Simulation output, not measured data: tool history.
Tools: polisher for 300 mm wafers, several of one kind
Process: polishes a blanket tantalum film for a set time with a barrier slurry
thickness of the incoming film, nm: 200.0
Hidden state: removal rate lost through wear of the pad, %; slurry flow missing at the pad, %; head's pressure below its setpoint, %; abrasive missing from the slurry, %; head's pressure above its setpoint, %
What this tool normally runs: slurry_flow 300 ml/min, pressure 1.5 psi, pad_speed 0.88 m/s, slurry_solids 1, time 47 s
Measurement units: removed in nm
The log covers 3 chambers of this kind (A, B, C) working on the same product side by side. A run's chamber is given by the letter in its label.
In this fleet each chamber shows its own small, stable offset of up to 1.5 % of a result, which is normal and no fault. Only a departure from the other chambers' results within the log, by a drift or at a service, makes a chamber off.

run	hour	slurry_flow	pressure	pad_speed	slurry_solids	time	wafers polished on this pad	hours since the slurry nozzle was cleaned	hours since the head pressure was calibrated	hours since the slurry blender was calibrated	removed
# hour 9.9: chamber B: worn pad replaced by a new one
1C	13.8	300	1.5	0.88	1	47	307	230.8	233.2	114.7	47.499
2B	25.6	300	1.5	0.88	1	47	137	129.2	623.8	167.7	47.540
3A	38.3	300	1.5	0.88	1	47	578	854.3	318.7	129.1	47.110
# hour 40.3: chamber A: slurry nozzle cleaned
4B	47.9	300	1.5	0.88	1	47	332	151.5	646.1	190.0	46.645
5A	59.1	300	1.7	0.88	1	47	759	18.9	339.5	149.9	53.164
# hour 66.7: chamber C: worn pad replaced by a new one
# hour 69.5: chamber B: head pressure recalibrated
6C	72.1	300	1.7	0.88	1	47	47	289.1	291.5	173.0	54.230
# hour 82.3: chamber B: worn pad replaced by a new one
7A	85.5	300	1.7	0.88	1	47	989	45.3	365.9	176.3	53.164
8C	97.2	300	1.5	0.88	1	47	266	314.2	316.6	198.1	48.059
9B	112.3	300	1.5	0.88	1	47	262	215.9	42.9	254.4	47.249
10B	123.0	300	1.5	0.88	1	47	355	226.6	53.6	265.1	47.329
# hour 123.9: chamber A: worn pad replaced by a new one
11C	135.7	300	1.5	0.88	1	47	602	352.7	355.1	236.6	47.706
12A	143.9	300	1.5	0.88	1	47	175	103.7	424.3	234.7	46.702
# hour 152.4: chamber C: slurry nozzle cleaned
# hour 153.0: chamber B: worn pad replaced by a new one
13C	158.4	300	1.5	0.88	1	47	800	6.0	377.8	259.3	47.995
# hour 161.0: chamber C: worn pad replaced by a new one
14B	174.4	300	1.5	0.88	1	47	187	278.0	105.0	316.5	47.386
15A	185.8	300	1.5	0.88	1	47	540	145.6	466.2	276.6	46.545
16B	196.2	300	1.5	0.88	1	47	377	299.8	126.8	338.3	47.550
# hour 197.7: chamber A: slurry blender recalibrated
# hour 200.0: chamber C: slurry blender recalibrated
17A	208.6	300	1.5	0.88	1	47	739	168.4	489.0	10.9	46.320
# hour 212.9: chamber B: worn pad replaced by a new one
# hour 220.6: chamber B: slurry blender recalibrated
18C	221.4	300	1.5	0.88	1	47	526	69.0	440.8	21.4	47.453
19B	237.6	300	1.5	0.88	1	47	216	341.2	168.2	17.0	47.760
# hour 239.4: chamber C: head pressure recalibrated
# hour 252.2: chamber C: worn pad replaced by a new one
20C	252.6	300	1.5	0.88	1	47	3	100.2	13.2	52.6	47.753
21A	266.0	300	1.5	0.70	1	35	1239	225.8	546.4	68.3	27.029
# hour 279.5: chamber B: worn pad replaced by a new one
22B	281.5	300	1.5	0.70	1	35	17	385.1	212.1	60.9	27.801
23C	289.3	300	1.5	0.70	1	35	323	136.9	49.9	89.3	28.209

Which is it: a chamber that has drifted or been left off by a service, a gauge drift common to all chambers, or only each chamber's usual small offset? If a chamber is off, name it and its likeliest cause.

Chamber A drifts away from the others.
What lies behind it: head's pressure below its setpoint, % = 3.35.
It could be hard to tell apart here from: slurry flow missing at the pad, %.

Which of the 4 candidates below, each the usual settings with something changed and its results left as question marks, puts chamber A back in line with what the other chambers give on the usual settings?
Maximum distance from the other chambers' mean on the usual settings for a result to count as in line: removed 1.000 nm
24A-1	301.1	285	1.5	0.88	0.90	47					?
24A-2	301.1	320	1.5	0.88	1.15	47					?
24A-3	301.1	300	1.5	0.88	1.00	51					?
24A-4	301.1	300	1.5	0.88	1.00	43					?

The other chambers' mean on the usual settings: removed 47.485 nm
run	removed
24A-1	43.819
24A-2	47.474
24A-3	49.302
24A-4	41.569
The right change is 24A-2: it brings the chamber back within the allowed miss of the others.
